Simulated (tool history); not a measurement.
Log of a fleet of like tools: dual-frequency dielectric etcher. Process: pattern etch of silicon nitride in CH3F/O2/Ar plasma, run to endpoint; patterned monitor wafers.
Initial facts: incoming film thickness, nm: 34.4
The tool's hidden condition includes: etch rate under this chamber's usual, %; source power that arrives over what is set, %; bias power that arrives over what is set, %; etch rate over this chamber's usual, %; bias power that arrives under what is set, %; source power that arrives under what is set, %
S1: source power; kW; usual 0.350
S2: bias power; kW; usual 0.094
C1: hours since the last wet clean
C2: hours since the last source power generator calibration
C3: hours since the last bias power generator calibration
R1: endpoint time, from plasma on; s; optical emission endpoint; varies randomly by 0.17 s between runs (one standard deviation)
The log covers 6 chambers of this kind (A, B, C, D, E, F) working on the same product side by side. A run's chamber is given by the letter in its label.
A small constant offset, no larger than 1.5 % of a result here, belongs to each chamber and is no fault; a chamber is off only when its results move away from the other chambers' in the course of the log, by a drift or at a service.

run	day	S1	S2	C1	C2	C3	R1
1A	0.383	0.350	0.094	14.1	861.6	2613.5	47.126
2C	0.646	0.350	0.094	281.7	1532.4	1748.0	47.752
3D	1.096	0.350	0.094	410.0	1588.2	3428.4	48.406
4B	1.479	0.350	0.094	464.1	2309.9	3098.9	47.678
5F	1.892	0.350	0.094	494.7	2020.7	384.0	47.509
6E	2.358	0.350	0.094	187.3	1489.0	5047.7	47.544
7B	2.700	0.350	0.094	493.4	2339.2	3128.2	47.586
8E	3.162	0.350	0.094	206.6	1508.3	5067.0	47.429
# day 3.292: chamber D: wet clean of the chamber
9C	3.696	0.350	0.094	354.9	1605.6	1821.2	47.547
10F	4.212	0.350	0.094	550.4	2076.4	439.7	47.698
11A	4.496	0.350	0.094	112.8	960.3	2712.2	46.969
# day 4.567: chamber F: wet clean of the chamber
12D	4.883	0.350	0.094	38.3	1679.1	3519.3	48.131
13C	5.242	0.280	0.074	392.0	1642.7	1858.3	56.498
14F	5.692	0.280	0.074	27.1	2111.9	475.2	56.395
15A	5.962	0.280	0.074	148.0	995.5	2747.4	55.655
# day 6.150: chamber C: wet clean of the chamber
16D	6.258	0.280	0.074	71.3	1712.1	3552.3	57.382
17E	6.638	0.280	0.074	290.0	1591.7	5150.4	56.327
18B	7.171	0.280	0.074	600.7	2446.5	3235.5	56.200
# day 7.496: chamber B: wet clean of the chamber
19C	7.696	0.380	0.114	37.1	1701.6	1917.2	42.972
20F	8.000	0.380	0.114	82.5	2167.3	530.6	42.543
21A	8.392	0.380	0.114	206.3	1053.8	2805.7	42.440
22E	8.683	0.380	0.114	339.1	1640.8	5199.5	43.392
23B	8.938	0.380	0.114	34.7	2488.9	3277.9	42.594
24D	9.188	0.380	0.114	141.6	1782.4	3622.6	43.306
25C	9.496	0.350	0.094	80.3	1744.8	1960.4	47.499
26A	9.817	0.350	0.094	240.5	1088.0	2839.9	47.315
27D	10.275	0.350	0.094	167.7	1808.5	3648.7	48.150
28B	10.546	0.350	0.094	73.3	2527.5	3316.5	47.588
29E	10.821	0.350	0.094	390.4	1692.1	5250.8	48.658
30F	11.338	0.350	0.094	162.6	2247.4	610.7	47.444
31C	11.754	0.350	0.094	134.5	1799.0	2014.6	47.844
32B	12.312	0.350	0.094	115.7	2569.9	3358.9	47.322
33F	12.692	0.350	0.094	195.1	2279.9	643.2	47.537
34E	13.025	0.350	0.094	443.3	1745.0	5303.7	49.002
35A	13.408	0.410	0.094	326.7	1174.2	2926.1	44.496
36D	13.821	0.410	0.094	252.8	1893.6	3733.8	45.345
37B	14.133	0.410	0.094	159.4	2613.6	3402.6	44.707
38F	14.404	0.410	0.094	236.2	2321.0	684.3	44.625
39C	14.750	0.410	0.094	206.4	1870.9	2086.5	45.117

Which is it: a chamber that has drifted or been left off by a service, a gauge drift common to all chambers, or only each chamber's usual small offset? If a chamber is off, name it and its likeliest cause.

Little by little, chamber E moves away from the other chambers.
Most likely cause: etch rate under this chamber's usual, % = 4.36.

Chamber E could run next with any of the 4 candidate recipes listed below; each alters the usual settings, and their results appear as question marks. Which one brings its results back in line with what the other chambers deliver on the usual settings?
In line means no further than this from the other chambers' mean on the usual settings: R1 0.590 s
40E-1	15.158	0.370	0.094				?
40E-2	15.158	0.390	0.094				?
40E-3	15.158	0.350	0.083				?
40E-4	15.158	0.340	0.092				?

Usual-settings mean across the other chambers: R1 47.534 s
run	R1
40E-1	48.520
40E-2	47.582
40E-3	51.773
40E-4	50.452
It is 40E-2 that realigns the chamber with its peers.
